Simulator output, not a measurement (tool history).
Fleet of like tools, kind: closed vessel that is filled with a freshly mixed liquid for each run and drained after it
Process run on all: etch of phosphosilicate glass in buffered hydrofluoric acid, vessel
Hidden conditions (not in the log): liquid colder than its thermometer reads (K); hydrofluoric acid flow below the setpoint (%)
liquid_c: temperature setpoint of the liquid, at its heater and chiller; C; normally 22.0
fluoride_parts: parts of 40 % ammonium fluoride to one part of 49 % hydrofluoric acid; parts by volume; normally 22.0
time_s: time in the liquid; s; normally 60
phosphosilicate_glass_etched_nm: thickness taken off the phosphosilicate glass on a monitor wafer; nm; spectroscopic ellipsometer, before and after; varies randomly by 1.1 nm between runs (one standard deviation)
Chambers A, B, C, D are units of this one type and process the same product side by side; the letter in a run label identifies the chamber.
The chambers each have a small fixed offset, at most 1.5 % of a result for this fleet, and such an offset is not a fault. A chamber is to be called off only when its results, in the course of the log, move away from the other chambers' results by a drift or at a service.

run	hour	liquid_c	fluoride_parts	time_s	hours since the thermometer was replaced	hours since the hydrofluoric acid flow meter was replaced	read-back film thickness of the phosphosilicate glass reference wafer, read on the same gauge (nm)	phosphosilicate_glass_etched_nm
1B	8.7	22.0	22.0	60	2809.3	746.7	49.984	156.36
2A	23.4	22.0	22.0	60	1173.1	896.5	49.994	154.11
3D	38.1	22.0	22.0	60	361.4	435.3	50.001	156.26
4C	45.1	22.0	22.0	60	1390.7	1480.8	50.000	155.42
5A	60.2	22.0	22.0	60	1209.9	933.3	49.994	155.45
6B	70.2	22.0	22.0	60	2870.8	808.2	50.006	154.69
7C	83.0	22.0	28.5	60	1428.6	1518.7	50.008	129.30
8D	91.2	22.0	28.5	60	414.5	488.4	50.001	131.52
9A	100.9	22.0	28.5	60	1250.6	974.0	50.014	130.36
10D	110.4	22.0	28.5	60	433.7	507.6	50.002	130.39
11C	118.7	22.0	22.0	60	1464.3	1554.4	50.001	153.97
12B	126.9	22.0	22.0	60	2927.5	864.9	49.996	157.44
13D	137.1	22.0	22.0	60	460.4	534.3	50.001	156.55
# hour 148.3: chamber B: thermometer replaced
14B	150.8	19.0	27.5	60	2.6	888.8	50.008	114.51
15A	166.1	19.0	27.5	60	1315.8	1039.2	50.015	110.29
16C	177.2	19.0	27.5	60	1522.8	1612.9	49.997	111.82
17D	186.1	19.0	27.5	60	509.4	583.3	49.997	114.91
18A	194.4	22.0	22.0	60	1344.1	1067.5	49.975	155.71
19B	206.6	22.0	22.0	60	58.4	944.6	50.001	158.77
20C	221.6	22.0	22.0	60	1567.2	1657.3	50.016	156.10
21A	229.2	20.0	19.5	60	1378.9	1102.3	49.991	151.01
22B	244.5	20.0	19.5	60	96.3	982.5	50.023	154.74
# hour 249.8: chamber A: hydrofluoric acid flow meter replaced
23D	255.9	20.0	19.5	60	579.2	653.1	50.013	150.99
24C	269.2	20.0	19.5	60	1614.8	1704.9	50.000	152.33
25D	281.9	22.0	22.0	60	605.2	679.1	49.996	154.98
26B	288.9	22.0	22.0	60	140.7	1026.9	50.000	158.84
27C	301.6	22.0	22.0	60	1647.2	1737.3	50.005	155.28
28A	313.7	22.0	22.0	60	1463.4	64.0	49.996	154.28
29D	329.3	22.0	22.0	60	652.6	726.5	49.989	152.55
# hour 335.9: chamber C: thermometer replaced
30C	344.9	22.0	22.0	60	9.1	1780.6	49.999	156.12
31A	359.3	22.0	22.0	60	1509.0	109.6	50.024	155.12
32B	371.5	22.0	22.0	60	223.3	1109.5	49.989	157.44
# hour 379.7: chamber C: hydrofluoric acid flow meter replaced
33C	382.2	22.0	22.0	60	46.4	2.6	50.019	155.82
34D	389.4	22.0	22.0	60	712.7	786.6	50.000	150.97
35A	401.2	22.0	22.0	60	1550.9	151.5	49.989	154.61
36B	412.6	22.0	22.0	60	264.4	1150.6	49.992	156.47
# hour 423.5: chamber A: thermometer replaced
37C	427.8	20.5	22.0	60	92.0	48.2	50.007	143.15
38D	438.8	20.5	22.0	60	762.1	836.0	50.001	137.31
39A	446.3	20.5	22.0	60	22.8	196.6	50.011	141.12
40B	454.6	20.5	22.0	60	306.4	1192.6	50.015	143.65
41A	468.3	22.0	22.0	60	44.8	218.6	49.987	156.40

Predict what each chamber gives when all 4 of them run the settings below next.
42A	479.6	22.0	27.5	60				?
42B	479.6	22.0	27.5	60				?
42C	479.6	22.0	27.5	60				?
42D	479.6	22.0	27.5	60				?

run	phosphosilicate_glass_etched_nm
42A	132.78
42B	133.72
42C	133.42
42D	124.40

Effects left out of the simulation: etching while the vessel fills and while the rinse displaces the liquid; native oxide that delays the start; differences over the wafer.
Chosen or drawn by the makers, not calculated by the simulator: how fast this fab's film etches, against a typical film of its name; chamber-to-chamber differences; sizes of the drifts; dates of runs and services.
